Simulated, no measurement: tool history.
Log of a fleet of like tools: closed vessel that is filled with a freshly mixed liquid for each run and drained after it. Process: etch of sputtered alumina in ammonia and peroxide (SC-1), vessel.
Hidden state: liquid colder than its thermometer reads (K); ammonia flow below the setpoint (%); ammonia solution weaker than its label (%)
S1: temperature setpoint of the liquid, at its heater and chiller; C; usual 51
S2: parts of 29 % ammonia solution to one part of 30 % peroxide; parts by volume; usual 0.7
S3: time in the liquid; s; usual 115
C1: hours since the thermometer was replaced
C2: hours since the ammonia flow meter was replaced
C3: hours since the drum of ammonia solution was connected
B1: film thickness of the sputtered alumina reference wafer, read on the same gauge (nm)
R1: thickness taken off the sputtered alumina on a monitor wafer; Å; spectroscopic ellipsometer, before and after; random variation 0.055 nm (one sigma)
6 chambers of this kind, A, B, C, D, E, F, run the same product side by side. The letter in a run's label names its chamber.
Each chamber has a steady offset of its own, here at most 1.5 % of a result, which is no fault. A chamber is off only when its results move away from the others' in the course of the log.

At hour 5.6: chamber B: ammonia flow meter replaced.
Run 1D, hour 6.7: usual settings; C1 367.4; C2 46.2; C3 301.5; B1 130. Result: R1 90.679 Å.
Run 2B, hour 15.1: usual settings; C1 1113.5; C2 9.5; C3 86.1; B1 129.97. Result: R1 92.045 Å.
Run 3F, hour 22.1: usual settings; C1 868.4; C2 971; C3 141.9; B1 129.97. Result: R1 92.659 Å.
Run 4E, hour 27.2: usual settings; C1 528.2; C2 299.1; C3 226.2; B1 129.99. Result: R1 92.177 Å.
At hour 29.8: chamber A: ammonia flow meter replaced.
Run 5A, hour 33.6: usual settings; C1 219.8; C2 3.8; C3 338; B1 130. Result: R1 91.893 Å.
Run 6C, hour 44.1: usual settings; C1 1789.1; C2 997.9; C3 342.5; B1 129.99. Result: R1 92.679 Å.
Run 7D, hour 50.1: usual settings but S2 1 parts by volume, S3 55 s; C1 410.8; C2 89.6; C3 344.9; B1 130. Result: R1 45.316 Å.
Run 8B, hour 61.4: usual settings but S2 1 parts by volume, S3 55 s; C1 1159.8; C2 55.8; C3 132.4; B1 129.99. Result: R1 45.659 Å.
Run 9E, hour 67.8: usual settings but S2 1 parts by volume, S3 55 s; C1 568.8; C2 339.7; C3 266.8; B1 130.03. Result: R1 45.532 Å.
Run 10F, hour 72.8: usual settings but S2 1 parts by volume, S3 55 s; C1 919.1; C2 1021.7; C3 192.6; B1 130. Result: R1 46.268 Å.
Run 11C, hour 83.6: usual settings but S2 1 parts by volume, S3 55 s; C1 1828.6; C2 1037.4; C3 382; B1 129.97. Result: R1 46.18 Å.
At hour 85.9: chamber C: new drum of ammonia solution connected.
Run 12A, hour 88.6: usual settings but S2 1 parts by volume, S3 55 s; C1 274.8; C2 58.8; C3 393; B1 130.04. Result: R1 45.158 Å.
Run 13D, hour 99.6: usual settings; C1 460.3; C2 139.1; C3 394.4; B1 129.97. Result: R1 92.543 Å.
Run 14A, hour 107.8: usual settings; C1 294; C2 78; C3 412.2; B1 129.99. Result: R1 91.952 Å.
Run 15F, hour 114.2: usual settings; C1 960.5; C2 1063.1; C3 234; B1 130.02. Result: R1 93.301 Å.
Run 16B, hour 121.3: usual settings; C1 1219.7; C2 115.7; C3 192.3; B1 130.01. Result: R1 91.908 Å.
Run 17C, hour 128: usual settings; C1 1873; C2 1081.8; C3 42.2; B1 130.02. Result: R1 93.345 Å.
Run 18E, hour 136.6: usual settings but S1 58.5 C, S2 0.5 parts by volume; C1 637.6; C2 408.5; C3 335.6; B1 130.01. Result: R1 129.29 Å.
Run 19C, hour 145.6: usual settings but S1 58.5 C, S2 0.5 parts by volume; C1 1890.6; C2 1099.4; C3 59.8; B1 130.02. Result: R1 135.38 Å.
Run 20B, hour 156.5: usual settings but S1 58.5 C, S2 0.5 parts by volume; C1 1254.9; C2 150.9; C3 227.5; B1 130.02. Result: R1 134.76 Å.
Run 21A, hour 161.7: usual settings but S1 58.5 C, S2 0.5 parts by volume; C1 347.9; C2 131.9; C3 466.1; B1 130.01. Result: R1 133.8 Å.
Run 22D, hour 172.9: usual settings but S1 58.5 C, S2 0.5 parts by volume; C1 533.6; C2 212.4; C3 467.7; B1 130.01. Result: R1 131.49 Å.
Run 23E, hour 180.8: usual settings but S1 58.5 C, S2 0.5 parts by volume; C1 681.8; C2 452.7; C3 379.8; B1 130. Result: R1 128.15 Å.
Run 24F, hour 187.5: usual settings; C1 1033.8; C2 1136.4; C3 307.3; B1 130.01. Result: R1 93.263 Å.
Run 25F, hour 197.2: usual settings but S2 0.8 parts by volume; C1 1043.5; C2 1146.1; C3 317; B1 130. Result: R1 94.019 Å.
Run 26C, hour 207.4: usual settings but S2 0.8 parts by volume; C1 1952.4; C2 1161.2; C3 121.6; B1 129.99. Result: R1 94.252 Å.
Run 27D, hour 218.3: usual settings but S2 0.8 parts by volume; C1 579; C2 257.8; C3 513.1; B1 130. Result: R1 93.281 Å.
Run 28E, hour 224.8: usual settings but S2 0.8 parts by volume; C1 725.8; C2 496.7; C3 423.8; B1 129.98. Result: R1 89.702 Å.
Run 29B, hour 232.9: usual settings but S2 0.8 parts by volume; C1 1331.3; C2 227.3; C3 303.9; B1 129.98. Result: R1 94.421 Å.
Run 30A, hour 243.8: usual settings but S2 0.8 parts by volume; C1 430; C2 214; C3 548.2; B1 130.01. Result: R1 93.403 Å.
Run 31F, hour 253.9: usual settings; C1 1100.2; C2 1202.8; C3 373.7; B1 129.99. Result: R1 93.918 Å.
Run 32D, hour 259.4: usual settings; C1 620.1; C2 298.9; C3 554.2; B1 130.01. Result: R1 91.564 Å.
Run 33B, hour 264.8: usual settings; C1 1363.2; C2 259.2; C3 335.8; B1 130.01. Result: R1 92.255 Å.
Run 34A, hour 275.2: usual settings; C1 461.4; C2 245.4; C3 579.6; B1 130.02. Result: R1 92.552 Å.
Run 35C, hour 282.5: usual settings; C1 2027.5; C2 1236.3; C3 196.7; B1 130. Result: R1 93.641 Å.
Run 36E, hour 293: usual settings; C1 794; C2 564.9; C3 492; B1 130. Result: R1 87.459 Å.
Run 37D, hour 298.4: usual settings; C1 659.1; C2 337.9; C3 593.2; B1 130.01. Result: R1 91.697 Å.
Run 38F, hour 307.3: usual settings; C1 1153.6; C2 1256.2; C3 427.1; B1 130.01. Result: R1 93.097 Å.

Is one chamber off against the others, does the gauge drift, or is nothing wrong? If a chamber is off, say which, and what the likeliest cause is.

Chamber E drifts away from the others.
Cause: liquid colder than its thermometer reads (K) = 1.07.

Here are 4 candidates for chamber E's next run, each the usual settings with a change, their results left as question marks. Which one brings its results back in line with what the others give on the usual settings?
In line means no further than this from the other chambers' mean on the usual settings: R1 1.9 Å
Run 39E-1, hour 315.5: usual settings but S2 0.2 parts by volume. Result: R1 ?.
Run 39E-2, hour 315.5: usual settings but S3 130 s. Result: R1 ?.
Run 39E-3, hour 315.5: usual settings but S1 51.5 C, S3 120 s. Result: R1 ?.
Run 39E-4, hour 315.5: usual settings but S1 50.5 C, S3 110 s. Result: R1 ?.

The other chambers' mean on the usual settings: R1 92.607 Å
  run      R1
39E-1  76.471
39E-2  97.739
39E-3  92.732
39E-4    80.5
39E-3 brings the chamber back in line.

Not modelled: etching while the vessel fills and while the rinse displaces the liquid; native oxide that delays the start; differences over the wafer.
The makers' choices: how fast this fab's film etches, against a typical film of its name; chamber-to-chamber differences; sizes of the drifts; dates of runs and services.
